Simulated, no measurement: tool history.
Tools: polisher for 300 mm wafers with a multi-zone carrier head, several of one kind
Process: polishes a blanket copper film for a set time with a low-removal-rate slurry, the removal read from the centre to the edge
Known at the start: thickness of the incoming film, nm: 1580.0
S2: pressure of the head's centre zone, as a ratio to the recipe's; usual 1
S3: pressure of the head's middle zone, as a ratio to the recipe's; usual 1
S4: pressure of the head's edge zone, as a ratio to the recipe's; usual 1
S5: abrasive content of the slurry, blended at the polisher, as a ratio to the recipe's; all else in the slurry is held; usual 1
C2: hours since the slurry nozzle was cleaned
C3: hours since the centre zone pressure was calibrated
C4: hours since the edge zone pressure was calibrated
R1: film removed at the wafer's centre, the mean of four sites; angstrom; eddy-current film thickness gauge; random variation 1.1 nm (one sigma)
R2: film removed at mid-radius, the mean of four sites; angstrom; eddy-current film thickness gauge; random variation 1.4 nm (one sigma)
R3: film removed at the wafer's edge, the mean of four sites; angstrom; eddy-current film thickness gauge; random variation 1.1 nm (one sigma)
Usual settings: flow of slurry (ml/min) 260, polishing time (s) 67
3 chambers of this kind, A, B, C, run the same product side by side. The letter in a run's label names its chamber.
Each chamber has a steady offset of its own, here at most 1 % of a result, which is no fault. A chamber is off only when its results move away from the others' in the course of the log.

At day 0.042: chamber C: worn pad replaced by a new one.
At day 0.1: chamber C: slurry nozzle cleaned.
At day 0.142: chamber A: worn pad replaced by a new one.
Run 1B, day 0.212: usual settings; wafers polished on this pad 606; C2 243.5; C3 323.9; C4 203.9. Result: R1 1292 angstrom, R2 1299.3 angstrom, R3 1283.9 angstrom.
At day 0.267: chamber B: worn pad replaced by a new one.
Run 2A, day 0.412: usual settings; wafers polished on this pad 73; C2 543.9; C3 200.5; C4 396.6. Result: R1 1281.5 angstrom, R2 1295.7 angstrom, R3 1289.4 angstrom.
Run 3C, day 0.55: usual settings; wafers polished on this pad 137; C2 10.8; C3 377.3; C4 307.2. Result: R1 1270.8 angstrom, R2 1273.1 angstrom, R3 1281.1 angstrom.
Run 4A, day 0.675: usual settings; wafers polished on this pad 144; C2 550.2; C3 206.8; C4 402.9. Result: R1 1285.8 angstrom, R2 1297 angstrom, R3 1264 angstrom.
Run 5C, day 0.838: usual settings but S5 0.85; wafers polished on this pad 215; C2 17.7; C3 384.2; C4 314.1. Result: R1 1238.3 angstrom, R2 1254.5 angstrom, R3 1248.7 angstrom.
Run 6B, day 1.096: usual settings but S5 0.85; wafers polished on this pad 223; C2 264.7; C3 345.1; C4 225.1. Result: R1 1247.3 angstrom, R2 1238.6 angstrom, R3 1248.1 angstrom.
At day 1.2: chamber B: centre zone pressure recalibrated.
Run 7B, day 1.3: usual settings but S5 0.85; wafers polished on this pad 278; C2 269.6; C3 2.5; C4 230. Result: R1 1228.6 angstrom, R2 1272.4 angstrom, R3 1225.7 angstrom.
Run 8A, day 1.488: usual settings; wafers polished on this pad 363; C2 569.7; C3 226.3; C4 422.4. Result: R1 1280.5 angstrom, R2 1272.6 angstrom, R3 1281 angstrom.
At day 1.604: chamber B: slurry nozzle cleaned.
Run 9C, day 1.625: usual settings; wafers polished on this pad 427; C2 36.6; C3 403.1; C4 333. Result: R1 1281.4 angstrom, R2 1278.3 angstrom, R3 1287.4 angstrom.
Run 10A, day 1.8: usual settings; wafers polished on this pad 447; C2 577.2; C3 233.8; C4 429.9. Result: R1 1265.2 angstrom, R2 1301.7 angstrom, R3 1283.9 angstrom.
Run 11B, day 1.925: usual settings; wafers polished on this pad 447; C2 7.7; C3 17.5; C4 245. Result: R1 1287.6 angstrom, R2 1320.8 angstrom, R3 1260.4 angstrom.
Run 12C, day 2.142: usual settings; wafers polished on this pad 567; C2 49; C3 415.5; C4 345.4. Result: R1 1284.8 angstrom, R2 1263.6 angstrom, R3 1294.7 angstrom.
Run 13C, day 2.325: usual settings; wafers polished on this pad 616; C2 53.4; C3 419.9; C4 349.8. Result: R1 1281.6 angstrom, R2 1295.8 angstrom, R3 1295.2 angstrom.
At day 2.346: chamber A: edge zone pressure recalibrated.
At day 2.362: chamber B: worn pad replaced by a new one.
Run 14B, day 2.483: usual settings; wafers polished on this pad 33; C2 21.1; C3 30.9; C4 258.4. Result: R1 1274.4 angstrom, R2 1283 angstrom, R3 1285.2 angstrom.
At day 2.529: chamber A: worn pad replaced by a new one.
Run 15A, day 2.7: usual settings but flow of slurry (ml/min) 310; wafers polished on this pad 47; C2 598.8; C3 255.4; C4 8.5. Result: R1 1306.2 angstrom, R2 1311.7 angstrom, R3 1287.3 angstrom.
Run 16A, day 2.883: usual settings but flow of slurry (ml/min) 310; wafers polished on this pad 96; C2 603.2; C3 259.8; C4 12.9. Result: R1 1289.3 angstrom, R2 1338.4 angstrom, R3 1302.1 angstrom.
Run 17B, day 3.088: usual settings but flow of slurry (ml/min) 310; wafers polished on this pad 195; C2 35.6; C3 45.4; C4 272.9. Result: R1 1309.5 angstrom, R2 1312.8 angstrom, R3 1283.1 angstrom.
Run 18C, day 3.3: usual settings; wafers polished on this pad 879; C2 76.8; C3 443.3; C4 373.2. Result: R1 1265.7 angstrom, R2 1273.5 angstrom, R3 1274.1 angstrom.
Run 19A, day 3.475: usual settings; wafers polished on this pad 256; C2 617.4; C3 274; C4 27.1. Result: R1 1258.4 angstrom, R2 1315.6 angstrom, R3 1287.7 angstrom.
Run 20B, day 3.7: usual settings; wafers polished on this pad 361; C2 50.3; C3 60.1; C4 287.6. Result: R1 1277.1 angstrom, R2 1312.5 angstrom, R3 1270.9 angstrom.
At day 3.792: chamber C: worn pad replaced by a new one.
Run 21C, day 3.879: usual settings but S2 1.08, polishing time (s) 86; wafers polished on this pad 24; C2 90.7; C3 457.2; C4 387.1. Result: R1 1778 angstrom, R2 1635.3 angstrom, R3 1661.2 angstrom.
Run 22A, day 4: usual settings but S2 1.08, polishing time (s) 86; wafers polished on this pad 397; C2 630; C3 286.6; C4 39.7. Result: R1 1741.5 angstrom, R2 1697.9 angstrom, R3 1647.9 angstrom.
Run 23B, day 4.254: usual settings but S2 1.08, polishing time (s) 86; wafers polished on this pad 510; C2 63.6; C3 73.4; C4 300.9. Result: R1 1785.8 angstrom, R2 1669.9 angstrom, R3 1653.5 angstrom.
Run 24C, day 4.383: usual settings; wafers polished on this pad 160; C2 102.8; C3 469.3; C4 399.2. Result: R1 1279.8 angstrom, R2 1280.5 angstrom, R3 1286.5 angstrom.
Run 25A, day 4.567: usual settings; wafers polished on this pad 550; C2 643.6; C3 300.2; C4 53.3. Result: R1 1256.6 angstrom, R2 1323.5 angstrom, R3 1269.3 angstrom.
Run 26B, day 4.829: usual settings; wafers polished on this pad 665; C2 77.4; C3 87.2; C4 314.7. Result: R1 1285.6 angstrom, R2 1288.5 angstrom, R3 1263.4 angstrom.
At day 4.9: chamber A: worn pad replaced by a new one.
At day 5.062: chamber B: worn pad replaced by a new one.
Run 27C, day 5.067: usual settings; wafers polished on this pad 344; C2 119.2; C3 485.7; C4 415.6. Result: R1 1266.5 angstrom, R2 1303.5 angstrom, R3 1296.7 angstrom.
Run 28A, day 5.188: usual settings; wafers polished on this pad 77; C2 658.5; C3 315.1; C4 68.2. Result: R1 1246.3 angstrom, R2 1283.6 angstrom, R3 1283.7 angstrom.
Run 29C, day 5.438: usual settings; wafers polished on this pad 444; C2 128.1; C3 494.6; C4 424.5. Result: R1 1311.8 angstrom, R2 1313.4 angstrom, R3 1276.9 angstrom.
Run 30B, day 5.712: usual settings; wafers polished on this pad 175; C2 98.6; C3 108.4; C4 335.9. Result: R1 1297.4 angstrom, R2 1268.1 angstrom, R3 1292 angstrom.
Run 31B, day 5.958: usual settings; wafers polished on this pad 242; C2 104.5; C3 114.3; C4 341.8. Result: R1 1280.5 angstrom, R2 1291.8 angstrom, R3 1251.8 angstrom.
Run 32C, day 6.108: usual settings but S3 0.93; wafers polished on this pad 625; C2 144.2; C3 510.7; C4 440.6. Result: R1 1268.6 angstrom, R2 1209.5 angstrom, R3 1284.2 angstrom.
Run 33A, day 6.271: usual settings but S3 0.93; wafers polished on this pad 369; C2 684.5; C3 341.1; C4 94.2. Result: R1 1215 angstrom, R2 1207 angstrom, R3 1278.2 angstrom.
Run 34B, day 6.55: usual settings but S3 0.93; wafers polished on this pad 401; C2 118.7; C3 128.5; C4 356. Result: R1 1293 angstrom, R2 1178.5 angstrom, R3 1276.2 angstrom.
Run 35A, day 6.812: usual settings; wafers polished on this pad 515; C2 697.5; C3 354.1; C4 107.2. Result: R1 1248.6 angstrom, R2 1315.4 angstrom, R3 1289.5 angstrom.
Run 36C, day 7.046: usual settings; wafers polished on this pad 878; C2 166.7; C3 533.2; C4 463.1. Result: R1 1272 angstrom, R2 1287.3 angstrom, R3 1293.3 angstrom.
At day 7.158: chamber C: worn pad replaced by a new one.
Run 37B, day 7.167: usual settings; wafers polished on this pad 567; C2 133.5; C3 143.3; C4 370.8. Result: R1 1291.8 angstrom, R2 1264.3 angstrom, R3 1272.5 angstrom.
At day 7.188: chamber B: worn pad replaced by a new one.
Run 38A, day 7.438: usual settings; wafers polished on this pad 684; C2 712.5; C3 369.1; C4 122.2. Result: R1 1231.6 angstrom, R2 1280.9 angstrom, R3 1282.4 angstrom.
At day 7.529: chamber A: worn pad replaced by a new one.
Run 39C, day 7.642: usual settings but flow of slurry (ml/min) 230; wafers polished on this pad 131; C2 181; C3 547.5; C4 477.4. Result: R1 1266.4 angstrom, R2 1273.1 angstrom, R3 1285.8 angstrom.
Run 40B, day 7.917: usual settings but flow of slurry (ml/min) 230; wafers polished on this pad 197; C2 151.5; C3 161.3; C4 388.8. Result: R1 1281.2 angstrom, R2 1250.8 angstrom, R3 1270.8 angstrom.
Run 41A, day 8.117: usual settings but flow of slurry (ml/min) 230; wafers polished on this pad 158; C2 728.8; C3 385.4; C4 138.5. Result: R1 1172.4 angstrom, R2 1271 angstrom, R3 1275.7 angstrom.
Run 42C, day 8.396: usual settings; wafers polished on this pad 334; C2 199.1; C3 565.6; C4 495.5. Result: R1 1287.2 angstrom, R2 1311.9 angstrom, R3 1286.9 angstrom.
Run 43A, day 8.596: usual settings; wafers polished on this pad 287; C2 740.3; C3 396.9; C4 150. Result: R1 1201.1 angstrom, R2 1280.1 angstrom, R3 1256.3 angstrom.

Is one chamber off against the others, does the gauge drift, or is nothing wrong? If a chamber is off, say which, and what the likeliest cause is.

Chamber A drifts away from the others.
Cause: centre zone's pressure below its setpoint, % = 6.36.

Here are 4 candidates for chamber A's next run, each the usual settings with a change, their results left as question marks. Which one brings its results back in line with what the others give on the usual settings?
In line means no further than this from the other chambers' mean on the usual settings: R1 37 angstrom; R2 48 angstrom; R3 38 angstrom
Run 44A-1, day 8.796: usual settings but flow of slurry (ml/min) 265, S2 1.06, S3 0.98, S4 0.99. Result: R1 ?, R2 ?, R3 ?.
Run 44A-2, day 8.796: usual settings but S2 1.01. Result: R1 ?, R2 ?, R3 ?.
Run 44A-3, day 8.796: usual settings but S2 0.99. Result: R1 ?, R2 ?, R3 ?.
Run 44A-4, day 8.796: usual settings but flow of slurry (ml/min) 255, S2 0.95, S3 1.02, S4 1.01. Result: R1 ?, R2 ?, R3 ?.

The other chambers' mean on the usual settings: R1 1284.4 angstrom; R2 1285.8 angstrom; R3 1285 angstrom
  run      R1      R2      R3
44A-1  1280.2  1287.7  1278.1
44A-2  1212.3  1309.2  1282.3
44A-3  1186.3  1309.3  1282.3
44A-4  1131.7  1330.5  1286.5
44A-1 brings the chamber back in line.
